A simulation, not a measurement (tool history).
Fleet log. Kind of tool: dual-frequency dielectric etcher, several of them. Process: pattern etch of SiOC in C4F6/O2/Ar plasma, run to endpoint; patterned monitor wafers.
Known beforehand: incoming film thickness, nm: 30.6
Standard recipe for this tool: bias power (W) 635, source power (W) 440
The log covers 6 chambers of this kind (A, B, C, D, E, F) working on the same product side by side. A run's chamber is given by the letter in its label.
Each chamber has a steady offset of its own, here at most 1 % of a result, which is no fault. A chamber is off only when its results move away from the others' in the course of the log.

| run | day | bias power (W) | source power (W) | hours since the last wet clean | hours since the last bias power generator calibration | hours since the last source power generator calibration | endpoint time (s) |
|---|---|---|---|---|---|---|---|
| 1A | 0.575 | 635 | 440 | 221.4 | 126.4 | 3174.5 | 8.9722 |
| 2D | 0.958 | 635 | 440 | 331.1 | 1544.1 | 1264.3 | 9.0925 |
| 3F | 1.45 | 635 | 440 | 344.9 | 3229.6 | 706.8 | 9.0762 |
|  | 1.788 | chamber B: wet clean of the chamber |
| 4B | 1.829 | 635 | 440 | 1.1 | 3056.4 | 1092.8 | 9.0934 |
| 5C | 2.1 | 531 | 370 | 282.5 | 73.5 | 2164.1 | 10.504 |
| 6E | 2.475 | 531 | 370 | 184.2 | 955.7 | 530 | 10.4 |
| 7F | 2.912 | 531 | 370 | 380 | 3264.7 | 741.9 | 10.427 |
| 8B | 3.262 | 531 | 370 | 35.5 | 3090.8 | 1127.2 | 10.3 |
| 9D | 3.742 | 531 | 370 | 397.9 | 1610.9 | 1331.1 | 10.412 |
| 10E | 4.038 | 531 | 370 | 221.7 | 993.2 | 567.5 | 10.373 |
| 11A | 4.383 | 635 | 440 | 312.8 | 217.8 | 3265.9 | 9.0334 |
| 12C | 4.808 | 635 | 440 | 347.5 | 138.5 | 2229.1 | 9.1727 |
| 13B | 5.383 | 635 | 440 | 86.4 | 3141.7 | 1178.1 | 9.1139 |
| 14E | 5.8 | 635 | 440 | 264 | 1035.5 | 609.8 | 9.1374 |
| 15D | 6.079 | 635 | 440 | 454 | 1667 | 1387.2 | 9.0532 |
| 16C | 6.571 | 635 | 440 | 389.8 | 180.8 | 2271.4 | 9.0849 |
| 17F | 7.029 | 635 | 440 | 478.8 | 3363.5 | 840.7 | 9.1205 |
|  | 7.275 | chamber F: wet clean of the chamber |
| 18A | 7.604 | 635 | 440 | 390.1 | 295.1 | 3343.2 | 9.0433 |
| 19B | 7.979 | 585 | 520 | 148.7 | 3204 | 1240.4 | 8.7942 |
|  | 8 | chamber F: bias power generator calibrated |
|  | 8.012 | chamber D: wet clean of the chamber |
| 20C | 8.525 | 585 | 520 | 436.7 | 227.7 | 2318.3 | 8.9373 |
|  | 8.8 | chamber A: source power generator calibrated |
|  | 8.808 | chamber E: wet clean of the chamber |
| 21F | 8.883 | 585 | 520 | 38.7 | 21.3 | 885.2 | 8.4487 |
| 22E | 9.183 | 585 | 520 | 9.1 | 1116.7 | 691 | 8.8154 |
| 23A | 9.654 | 585 | 520 | 439.3 | 344.3 | 20.6 | 8.7506 |
| 24D | 10.038 | 585 | 520 | 48.6 | 1762 | 1482.2 | 8.8228 |
| 25E | 10.629 | 635 | 510 | 43.8 | 1151.4 | 725.7 | 8.5736 |
| 26A | 10.988 | 635 | 510 | 471.3 | 376.3 | 52.6 | 8.5205 |
| 27D | 11.458 | 635 | 510 | 82.7 | 1796.1 | 1516.3 | 8.5609 |
| 28B | 11.738 | 635 | 510 | 238.9 | 3294.2 | 1330.6 | 8.6038 |
| 29F | 12.2 | 635 | 510 | 118.3 | 100.9 | 964.8 | 8.248 |
|  | 12.417 | chamber C: wet clean of the chamber |
| 30C | 12.7 | 635 | 510 | 6.8 | 327.9 | 2418.5 | 8.7067 |
| 31B | 13.229 | 635 | 440 | 274.7 | 3330 | 1366.4 | 9.1052 |
| 32C | 13.562 | 635 | 440 | 27.5 | 348.6 | 2439.2 | 9.2014 |
| 33D | 13.854 | 635 | 440 | 140.2 | 1853.6 | 1573.8 | 9.0518 |
| 34E | 14.146 | 635 | 440 | 128.2 | 1235.8 | 810.1 | 9.0537 |
| 35A | 14.454 | 635 | 440 | 554.5 | 459.5 | 135.8 | 9.0062 |
| 36F | 14.788 | 635 | 440 | 180.4 | 163 | 1026.9 | 8.7024 |
| 37B | 15.262 | 635 | 440 | 323.5 | 3378.8 | 1415.2 | 9.036 |
| 38E | 15.838 | 635 | 440 | 168.8 | 1276.4 | 850.7 | 9.1162 |
| 39F | 16.1 | 635 | 440 | 211.9 | 194.5 | 1058.4 | 8.7098 |

All 6 chambers run these settings next. Forecast each chamber's results:
| 40A | 16.529 | 635 | 440 |  |  |  | ? |
| 40B | 16.529 | 635 | 440 |  |  |  | ? |
| 40C | 16.529 | 635 | 440 |  |  |  | ? |
| 40D | 16.529 | 635 | 440 |  |  |  | ? |
| 40E | 16.529 | 635 | 440 |  |  |  | ? |
| 40F | 16.529 | 635 | 440 |  |  |  | ? |

| run | endpoint time (s) |
|---|---|
| 40A | 9.0365 |
| 40B | 9.0533 |
| 40C | 9.2233 |
| 40D | 9.0952 |
| 40E | 9.0657 |
| 40F | 8.7333 |
